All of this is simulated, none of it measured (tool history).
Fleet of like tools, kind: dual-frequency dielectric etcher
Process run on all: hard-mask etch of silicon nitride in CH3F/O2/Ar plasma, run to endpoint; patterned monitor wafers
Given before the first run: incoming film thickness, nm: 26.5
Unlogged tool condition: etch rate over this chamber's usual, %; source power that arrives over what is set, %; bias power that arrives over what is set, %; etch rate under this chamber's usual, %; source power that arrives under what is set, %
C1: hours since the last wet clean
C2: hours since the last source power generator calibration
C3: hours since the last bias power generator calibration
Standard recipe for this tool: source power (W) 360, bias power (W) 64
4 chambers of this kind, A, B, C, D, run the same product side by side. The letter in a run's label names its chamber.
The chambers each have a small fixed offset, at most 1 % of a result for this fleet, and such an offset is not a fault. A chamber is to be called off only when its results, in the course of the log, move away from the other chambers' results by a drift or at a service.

{"run": "1C", "hour": 4.4, "source power (W)": 360, "bias power (W)": 64, "C1": 406.5, "C2": 3138.6, "C3": 32.4, "endpoint time (s)": 41.624}
{"run": "2A", "hour": 6.9, "source power (W)": 360, "bias power (W)": 64, "C1": 104.4, "C2": 253.7, "C3": 1732.7, "endpoint time (s)": 41.759}
{"run": "3B", "hour": 11.0, "source power (W)": 360, "bias power (W)": 64, "C1": 363.3, "C2": 1149.2, "C3": 2214.5, "endpoint time (s)": 41.362}
{"run": "4D", "hour": 13.5, "source power (W)": 360, "bias power (W)": 64, "C1": 272.0, "C2": 3107.6, "C3": 73.0, "endpoint time (s)": 41.973}
{"run": "5D", "hour": 17.9, "source power (W)": 360, "bias power (W)": 64, "C1": 276.4, "C2": 3112.0, "C3": 77.4, "endpoint time (s)": 41.748}
{"run": "6C", "hour": 21.9, "source power (W)": 360, "bias power (W)": 64, "C1": 424.0, "C2": 3156.1, "C3": 49.9, "endpoint time (s)": 41.354}
{"run": "7A", "hour": 26.0, "source power (W)": 360, "bias power (W)": 64, "C1": 123.5, "C2": 272.8, "C3": 1751.8, "endpoint time (s)": 41.417}
{"run": "8B", "hour": 28.3, "source power (W)": 360, "bias power (W)": 64, "C1": 380.6, "C2": 1166.5, "C3": 2231.8, "endpoint time (s)": 41.544}
{"run": "9B", "hour": 32.5, "source power (W)": 360, "bias power (W)": 64, "C1": 384.8, "C2": 1170.7, "C3": 2236.0, "endpoint time (s)": 41.608}
{"hour": 33.3, "done": "chamber C: wet clean of the chamber"}
{"run": "10A", "hour": 34.9, "source power (W)": 360, "bias power (W)": 64, "C1": 132.4, "C2": 281.7, "C3": 1760.7, "endpoint time (s)": 41.926}
{"run": "11C", "hour": 37.6, "source power (W)": 280, "bias power (W)": 56, "C1": 4.3, "C2": 3171.8, "C3": 65.6, "endpoint time (s)": 49.733}
{"run": "12D", "hour": 40.6, "source power (W)": 280, "bias power (W)": 56, "C1": 299.1, "C2": 3134.7, "C3": 100.1, "endpoint time (s)": 48.402}
{"run": "13C", "hour": 45.2, "source power (W)": 280, "bias power (W)": 56, "C1": 11.9, "C2": 3179.4, "C3": 73.2, "endpoint time (s)": 49.674}
{"run": "14A", "hour": 50.3, "source power (W)": 280, "bias power (W)": 56, "C1": 147.8, "C2": 297.1, "C3": 1776.1, "endpoint time (s)": 47.931}
{"run": "15D", "hour": 54.1, "source power (W)": 360, "bias power (W)": 64, "C1": 312.6, "C2": 3148.2, "C3": 113.6, "endpoint time (s)": 41.813}
{"run": "16B", "hour": 56.6, "source power (W)": 360, "bias power (W)": 64, "C1": 408.9, "C2": 1194.8, "C3": 2260.1, "endpoint time (s)": 41.584}
{"run": "17C", "hour": 61.0, "source power (W)": 360, "bias power (W)": 64, "C1": 27.7, "C2": 3195.2, "C3": 89.0, "endpoint time (s)": 42.993}
{"run": "18D", "hour": 65.5, "source power (W)": 360, "bias power (W)": 64, "C1": 324.0, "C2": 3159.6, "C3": 125.0, "endpoint time (s)": 42.035}
{"run": "19A", "hour": 69.6, "source power (W)": 310, "bias power (W)": 55, "C1": 167.1, "C2": 316.4, "C3": 1795.4, "endpoint time (s)": 45.971}
{"run": "20B", "hour": 73.5, "source power (W)": 310, "bias power (W)": 55, "C1": 425.8, "C2": 1211.7, "C3": 2277.0, "endpoint time (s)": 45.849}
{"run": "21D", "hour": 78.5, "source power (W)": 310, "bias power (W)": 55, "C1": 337.0, "C2": 3172.6, "C3": 138.0, "endpoint time (s)": 46.404}
{"run": "22C", "hour": 83.0, "source power (W)": 310, "bias power (W)": 55, "C1": 49.7, "C2": 3217.2, "C3": 111.0, "endpoint time (s)": 48.31}
{"run": "23B", "hour": 85.5, "source power (W)": 360, "bias power (W)": 64, "C1": 437.8, "C2": 1223.7, "C3": 2289.0, "endpoint time (s)": 41.591}
{"run": "24A", "hour": 90.0, "source power (W)": 360, "bias power (W)": 64, "C1": 187.5, "C2": 336.8, "C3": 1815.8, "endpoint time (s)": 41.506}
{"run": "25B", "hour": 94.0, "source power (W)": 360, "bias power (W)": 64, "C1": 446.3, "C2": 1232.2, "C3": 2297.5, "endpoint time (s)": 41.287}
{"run": "26A", "hour": 99.1, "source power (W)": 360, "bias power (W)": 64, "C1": 196.6, "C2": 345.9, "C3": 1824.9, "endpoint time (s)": 41.925}

Next, every chamber runs the same settings. What will each give?
{"run": "27A", "hour": 103.0, "source power (W)": 360, "bias power (W)": 57, "endpoint time (s)": "?"}
{"run": "27B", "hour": 103.0, "source power (W)": 360, "bias power (W)": 57, "endpoint time (s)": "?"}
{"run": "27C", "hour": 103.0, "source power (W)": 360, "bias power (W)": 57, "endpoint time (s)": "?"}
{"run": "27D", "hour": 103.0, "source power (W)": 360, "bias power (W)": 57, "endpoint time (s)": "?"}

run=27A endpoint_time_(s)=43.575
run=27B endpoint_time_(s)=43.078
run=27C endpoint_time_(s)=44.592
run=27D endpoint_time_(s)=43.681
